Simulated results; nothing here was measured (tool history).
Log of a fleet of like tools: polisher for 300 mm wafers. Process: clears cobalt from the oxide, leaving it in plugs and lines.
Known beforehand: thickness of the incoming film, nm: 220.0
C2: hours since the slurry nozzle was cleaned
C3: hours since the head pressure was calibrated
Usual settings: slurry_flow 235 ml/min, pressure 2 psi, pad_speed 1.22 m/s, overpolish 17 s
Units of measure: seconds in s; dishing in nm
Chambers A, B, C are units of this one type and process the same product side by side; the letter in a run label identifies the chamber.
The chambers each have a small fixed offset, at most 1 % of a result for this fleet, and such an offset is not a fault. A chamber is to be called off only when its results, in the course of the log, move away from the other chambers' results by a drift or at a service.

Run 1A, hour 8.2: usual settings; wafers polished on this pad 781; C2 387.7; C3 244.1. Result: seconds 31.946 s, dishing 53.807 nm.
At hour 16.2: chamber C: worn pad replaced by a new one.
Run 2C, hour 18.6: usual settings; wafers polished on this pad 26; C2 752.2; C3 196.7. Result: seconds 31.916 s, dishing 54.092 nm.
Run 3B, hour 24.2: usual settings; wafers polished on this pad 705; C2 279.1; C3 605.6. Result: seconds 31.844 s, dishing 55.5 nm.
At hour 26.4: chamber C: slurry nozzle cleaned.
Run 4A, hour 29.5: usual settings; wafers polished on this pad 1015; C2 409; C3 265.4. Result: seconds 31.904 s, dishing 54.534 nm.
At hour 34.9: chamber B: worn pad replaced by a new one.
Run 5B, hour 38.8: usual settings but overpolish 14 s; wafers polished on this pad 43; C2 293.7; C3 620.2. Result: seconds 32.286 s, dishing 50.03 nm.
At hour 45.5: chamber B: slurry nozzle cleaned.
Run 6C, hour 49.9: usual settings but overpolish 14 s; wafers polished on this pad 369; C2 23.6; C3 228. Result: seconds 30.811 s, dishing 51.048 nm.
Run 7C, hour 62: usual settings but overpolish 14 s; wafers polished on this pad 502; C2 35.7; C3 240.1. Result: seconds 31.023 s, dishing 50.268 nm.
At hour 71.9: chamber A: worn pad replaced by a new one.
Run 8B, hour 72.5: usual settings; wafers polished on this pad 413; C2 27; C3 653.9. Result: seconds 33.004 s, dishing 54.525 nm.
Run 9A, hour 83.2: usual settings; wafers polished on this pad 124; C2 462.7; C3 319.1. Result: seconds 31.379 s, dishing 54.349 nm.
Run 10A, hour 88.5: usual settings; wafers polished on this pad 182; C2 468; C3 324.4. Result: seconds 32.069 s, dishing 54.524 nm.
Run 11C, hour 95.8: usual settings; wafers polished on this pad 873; C2 69.5; C3 273.9. Result: seconds 31.157 s, dishing 53.506 nm.
At hour 98.9: chamber B: worn pad replaced by a new one.
Run 12B, hour 105.4: usual settings; wafers polished on this pad 71; C2 59.9; C3 686.8. Result: seconds 31.423 s, dishing 54.211 nm.
Run 13B, hour 117.4: usual settings; wafers polished on this pad 203; C2 71.9; C3 698.8. Result: seconds 31.797 s, dishing 55.592 nm.
At hour 120.9: chamber C: worn pad replaced by a new one.
Run 14A, hour 127.5: usual settings; wafers polished on this pad 610; C2 507; C3 363.4. Result: seconds 31.713 s, dishing 54.089 nm.
Run 15C, hour 135.5: usual settings; wafers polished on this pad 160; C2 109.2; C3 313.6. Result: seconds 30.055 s, dishing 54.773 nm.
Run 16A, hour 144.7: usual settings; wafers polished on this pad 799; C2 524.2; C3 380.6. Result: seconds 31.422 s, dishing 55.144 nm.
Run 17B, hour 155.2: usual settings; wafers polished on this pad 617; C2 109.7; C3 736.6. Result: seconds 31.616 s, dishing 55.419 nm.
Run 18C, hour 166.4: usual settings; wafers polished on this pad 499; C2 140.1; C3 344.5. Result: seconds 29.396 s, dishing 54.77 nm.
At hour 173.9: chamber B: worn pad replaced by a new one.
Run 19B, hour 173.9: usual settings; wafers polished on this pad 0; C2 128.4; C3 755.3. Result: seconds 30.867 s, dishing 54.75 nm.
Run 20A, hour 184.8: usual settings; wafers polished on this pad 1239; C2 564.3; C3 420.7. Result: seconds 31.693 s, dishing 53.216 nm.
Run 21C, hour 193.2: usual settings; wafers polished on this pad 793; C2 166.9; C3 371.3. Result: seconds 30.517 s, dishing 58.238 nm.
At hour 197.4: chamber A: worn pad replaced by a new one.
Run 22C, hour 201.9: usual settings; wafers polished on this pad 888; C2 175.6; C3 380. Result: seconds 30.032 s, dishing 55.221 nm.
Run 23B, hour 212.4: usual settings; wafers polished on this pad 422; C2 166.9; C3 793.8. Result: seconds 31.233 s, dishing 53.34 nm.
At hour 217: chamber C: worn pad replaced by a new one.
Run 24A, hour 223.6: usual settings; wafers polished on this pad 288; C2 603.1; C3 459.5. Result: seconds 31.524 s, dishing 52.927 nm.
Run 25A, hour 234.2: usual settings; wafers polished on this pad 404; C2 613.7; C3 470.1. Result: seconds 32.819 s, dishing 53.643 nm.
At hour 237.8: chamber B: worn pad replaced by a new one.
Run 26B, hour 243: usual settings; wafers polished on this pad 58; C2 197.5; C3 824.4. Result: seconds 31.177 s, dishing 54.918 nm.
Run 27C, hour 248.8: usual settings; wafers polished on this pad 349; C2 222.5; C3 426.9. Result: seconds 28.814 s, dishing 56.705 nm.
Run 28C, hour 258.3: usual settings; wafers polished on this pad 453; C2 232; C3 436.4. Result: seconds 29.253 s, dishing 58.565 nm.
Run 29B, hour 265.1: usual settings; wafers polished on this pad 300; C2 219.6; C3 846.5. Result: seconds 31.649 s, dishing 54.808 nm.
Run 30A, hour 271.3: usual settings; wafers polished on this pad 811; C2 650.8; C3 507.2. Result: seconds 31.802 s, dishing 55.939 nm.
Run 31A, hour 282.1: usual settings but overpolish 26 s; wafers polished on this pad 929; C2 661.6; C3 518. Result: seconds 31.644 s, dishing 61.092 nm.
Run 32B, hour 292.1: usual settings but overpolish 26 s; wafers polished on this pad 596; C2 246.6; C3 873.5. Result: seconds 31.064 s, dishing 61.835 nm.
Run 33C, hour 301.6: usual settings but overpolish 26 s; wafers polished on this pad 928; C2 275.3; C3 479.7. Result: seconds 29.854 s, dishing 62.651 nm.
Run 34C, hour 307: usual settings; wafers polished on this pad 987; C2 280.7; C3 485.1. Result: seconds 28.415 s, dishing 55.732 nm.
At hour 309.9: chamber B: slurry nozzle cleaned.
At hour 310.2: chamber B: worn pad replaced by a new one.
Run 35B, hour 312.4: usual settings; wafers polished on this pad 24; C2 2.5; C3 893.8. Result: seconds 30.355 s, dishing 55.105 nm.
At hour 322.7: chamber A: worn pad replaced by a new one.
Run 36A, hour 323: usual settings; wafers polished on this pad 4; C2 702.5; C3 558.9. Result: seconds 31.945 s, dishing 55.347 nm.
Run 37B, hour 328.7: usual settings; wafers polished on this pad 203; C2 18.8; C3 910.1. Result: seconds 31.8 s, dishing 55.211 nm.
At hour 334.3: chamber C: worn pad replaced by a new one.
Run 38A, hour 335: usual settings but pressure 1.7 psi, pad_speed 1.36 m/s; wafers polished on this pad 135; C2 714.5; C3 570.9. Result: seconds 34.332 s, dishing 53.155 nm.
Run 39C, hour 341: usual settings but pressure 1.7 psi, pad_speed 1.36 m/s; wafers polished on this pad 74; C2 314.7; C3 519.1. Result: seconds 30.093 s, dishing 56.839 nm.

Next, all 3 chambers run the settings below, one line each with question marks for the results. What does each chamber give?
Run 40A, hour 349.7: usual settings. Result: seconds ?, dishing ?.
Run 40B, hour 349.7: usual settings. Result: seconds ?, dishing ?.
Run 40C, hour 349.7: usual settings. Result: seconds ?, dishing ?.

run  seconds  dishing
40A   32.225   54.495
40B   31.311   54.114
40C   29.071   59.161

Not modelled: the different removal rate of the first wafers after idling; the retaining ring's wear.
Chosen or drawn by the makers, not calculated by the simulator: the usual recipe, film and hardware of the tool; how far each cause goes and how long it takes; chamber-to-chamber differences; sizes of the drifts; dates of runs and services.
